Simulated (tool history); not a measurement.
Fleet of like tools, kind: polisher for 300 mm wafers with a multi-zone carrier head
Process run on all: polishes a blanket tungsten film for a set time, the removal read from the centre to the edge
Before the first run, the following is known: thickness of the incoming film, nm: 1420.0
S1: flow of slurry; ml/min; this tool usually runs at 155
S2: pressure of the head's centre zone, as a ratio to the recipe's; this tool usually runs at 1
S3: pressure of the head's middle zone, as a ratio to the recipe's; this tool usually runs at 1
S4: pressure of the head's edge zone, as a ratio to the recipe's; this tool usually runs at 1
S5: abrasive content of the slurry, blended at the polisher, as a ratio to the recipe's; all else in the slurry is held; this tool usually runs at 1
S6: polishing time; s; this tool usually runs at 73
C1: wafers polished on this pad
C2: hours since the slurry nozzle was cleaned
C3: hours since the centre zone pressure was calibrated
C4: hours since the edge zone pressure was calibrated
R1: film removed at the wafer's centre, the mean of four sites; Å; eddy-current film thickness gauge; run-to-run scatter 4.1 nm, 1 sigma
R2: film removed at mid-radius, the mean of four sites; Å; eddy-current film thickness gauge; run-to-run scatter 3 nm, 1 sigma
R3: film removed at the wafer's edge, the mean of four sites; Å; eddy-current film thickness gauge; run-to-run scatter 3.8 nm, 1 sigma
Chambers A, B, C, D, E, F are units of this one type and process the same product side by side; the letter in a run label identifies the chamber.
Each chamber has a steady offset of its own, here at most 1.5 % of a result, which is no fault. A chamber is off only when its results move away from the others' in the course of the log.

run   hour   S1  S2  S3  S4    S5  S6    C1     C2      C3      C4      R1      R2      R3
       9.8  -- chamber E: worn pad replaced by a new one
 1B   11.1  155   1   1   1     1  73  1262  610.1    78.7  1276.8  4062.4    4176  4084.1
      14.4  -- chamber B: edge zone pressure recalibrated
 2E   23.5  155   1   1   1     1  73   189  717.8   148.7   765.1  4141.5  4136.6  4091.8
      31.1  -- chamber B: worn pad replaced by a new one
 3A   32.4  155   1   1   1     1  73   860  319.9   607.4     855  4188.9  4190.1  4142.3
        33  -- chamber F: worn pad replaced by a new one
 4F   43.8  155   1   1   1     1  73   149  601.7  1151.9   311.8  4176.9  4215.5    4161
      55.5  -- chamber D: slurry nozzle cleaned
 5C   55.5  155   1   1   1     1  73  1435  621.6   291.6   364.1  4161.4    4133  4201.7
      57.3  -- chamber A: worn pad replaced by a new one
 6D   61.9  155   1   1   1     1  73   878    6.5   538.6     143  4137.7  4196.8  4178.9
      69.7  -- chamber D: worn pad replaced by a new one
 7B   74.4  155   1   1   1     1  73   597  673.4     142      60  4221.2  4163.4  4087.4
      75.6  -- chamber E: slurry nozzle cleaned
 8E   80.7  155   1   1   1     1  73   978    5.1   205.9   822.3  4142.9  4154.6    4147
 9A   93.4  155   1   1   1     1  73   499  380.9   668.4     916  4174.6  4217.5    4094
      96.7  -- chamber E: worn pad replaced by a new one
     101.1  -- chamber E: edge zone pressure recalibrated
10C  103.3  155   1   1   1     1  73  2095  669.4   339.4   411.9  4189.1  4151.1  4173.4
     109.4  -- chamber F: worn pad replaced by a new one
11F  113.7  155   1   1   1     1  73    60  671.6  1221.8   381.7  4126.6  4203.8  4169.5
12D  120.3  155   1   1   1     1  73   698   64.9     597   201.4  4162.6  4137.2  4228.6
     124.1  -- chamber B: worn pad replaced by a new one
     129.4  -- chamber A: worn pad replaced by a new one
13F  131.1  155   1   1   1     1  73   300    689  1239.2   399.1  4185.9  4172.2  4134.4
     138.8  -- chamber D: worn pad replaced by a new one
     142.4  -- chamber F: centre zone pressure recalibrated
14A  143.2  155   1   1   1     1  73   190  430.7   718.2   965.8  4202.1  4141.6  4152.9
     149.6  -- chamber F: edge zone pressure recalibrated
15E  155.2  155   1   1   1     1  73   808   79.6   280.4    54.2  4172.1  4170.9  4099.1
16B  167.6  155   1   1   1     1  73   601  766.6   235.2   153.2  4138.5  4135.9  4173.7
17C  173.3  155   1   1   1     1  73  3060  739.4   409.4   481.9  4096.3  4010.6  4096.8
     174.5  -- chamber B: slurry nozzle cleaned
18D  181.8  155   1   1   1     1  73   594  126.4   658.5   262.9  4133.2    4112  4160.6
       188  -- chamber F: worn pad replaced by a new one
19D  193.9  155   1   1   1     1  73   761  138.5   670.6     275  4181.2    4170  4078.5
       197  -- chamber A: worn pad replaced by a new one
20A  204.3  155   1   1   1     1  73   100  491.8   779.3  1026.9  4122.4  4191.5  4175.9
     204.7  -- chamber E: worn pad replaced by a new one
21F  216.8  155   1   1   1     1  73   398  774.7    74.4    67.2  4118.8  4229.1  4065.4
     218.8  -- chamber B: worn pad replaced by a new one
     223.3  -- chamber D: worn pad replaced by a new one
22C  226.7  155   1   1   1     1  73  3797  792.8   462.8   535.3  4030.9  3943.6  4007.5
23B  232.8  155   1   1   1     1  73   193   58.3   300.4   218.4  4137.5  4201.1  4096.5
24E  243.8  155   1   1   1     1  73   540  168.2     369   142.8  4166.8  4095.7  4037.3
     253.2  -- chamber C: edge zone pressure recalibrated
25E  256.3  155   1   1   1     1  73   712  180.7   381.5   155.3  4132.7  4138.1    4173
26A  267.8  155   1   1   1     1  73   976  555.3   842.8  1090.4    4108  4244.8  4115.6
       270  -- chamber F: slurry nozzle cleaned
     271.4  -- chamber A: centre zone pressure recalibrated
27F  274.2  155   1   1   1     1  73  1190    4.3   131.8   124.6  4193.3  4204.8    4131
     278.3  -- chamber A: worn pad replaced by a new one
     278.9  -- chamber F: worn pad replaced by a new one
28D  285.8  155   1   1   1     1  73   862  230.4   762.5   366.9  4202.7  4191.3  4120.8
     296.4  -- chamber D: worn pad replaced by a new one
29C  298.7  155   1   1   1     1  73  4790  864.8   534.8    45.5  3851.4  3854.9  3884.6
     301.4  -- chamber E: worn pad replaced by a new one
30B  307.5  155   1   1   1     1  73  1224    133   375.1   293.1  4152.2  4191.2    4085
     312.7  -- chamber B: worn pad replaced by a new one
31D  315.7  155   1   1   1  0.75  87   266  260.3   792.4   396.8  4683.6  4636.2  4598.5
32C  327.9  155   1   1   1  0.75  87  5192    894     564    74.7  4351.4    4246  4243.6
33B  339.1  155   1   1   1  0.75  87   364  164.6   406.7   324.7  4594.6  4593.6  4549.7
     348.3  -- chamber A: worn pad replaced by a new one
34E  349.2  155   1   1   1  0.75  87   659  273.6   474.4   248.2  4663.2  4646.9  4620.9
     351.7  -- chamber F: worn pad replaced by a new one
35F  359.6  155   1   1   1  0.75  87   108   89.7   217.2     210  4626.1  4672.2  4547.1
36A  367.4  155   1   1   1  0.75  87   264  654.9      96    1190  4617.2  4687.7  4638.4
     368.4  -- chamber D: worn pad replaced by a new one
     370.3  -- chamber C: slurry nozzle cleaned
37B  375.4  155   1   1   1  0.75  73   865  200.9     443     361  3930.7  3850.2  3894.8
38D  386.2  155   1   1   1  0.75  73   246  330.8   862.9   467.3    3959  3901.1  3790.1
39C  397.3  155   1   1   1  0.75  73  6150   27.1   633.4   144.1    3462  3525.4    3419

Is one chamber off against the others, does the gauge drift, or is nothing wrong? If a chamber is off, say which, and what the likeliest cause is.

It is chamber C that slowly wanders off from its peers.
Cause: removal rate lost through wear of the pad, % = 10.6.

Which of the 4 candidates below, each the usual settings with something changed and its results left as question marks, puts chamber C back in line with what the other chambers give on the usual settings?
In-line tolerance around the mean of the other chambers on the usual settings: R1 140 Å; R2 100 Å; R3 130 Å
40C-1  406.6  160     1     1  1.01     1  82                   ?   ?   ?
40C-2  406.6  150  1.01  0.99  0.99  0.95  59                   ?   ?   ?
40C-3  406.6  160  0.99     1  1.02  1.05  90                   ?   ?   ?
40C-4  406.6  155  1.01     1  0.99     1  65                   ?   ?   ?

Average result of the remaining chambers running the usual settings: R1 4165.1 Å; R2 4164.1 Å; R3 4138.2 Å
  run      R1      R2      R3
40C-1  4222.3  4170.5  4165.7
40C-2  2993.7  2901.7  2904.7
40C-3  4636.5  4631.3  4650.3
40C-4  3362.2  3286.7  3253.5
It is 40C-1 that realigns the chamber with its peers.
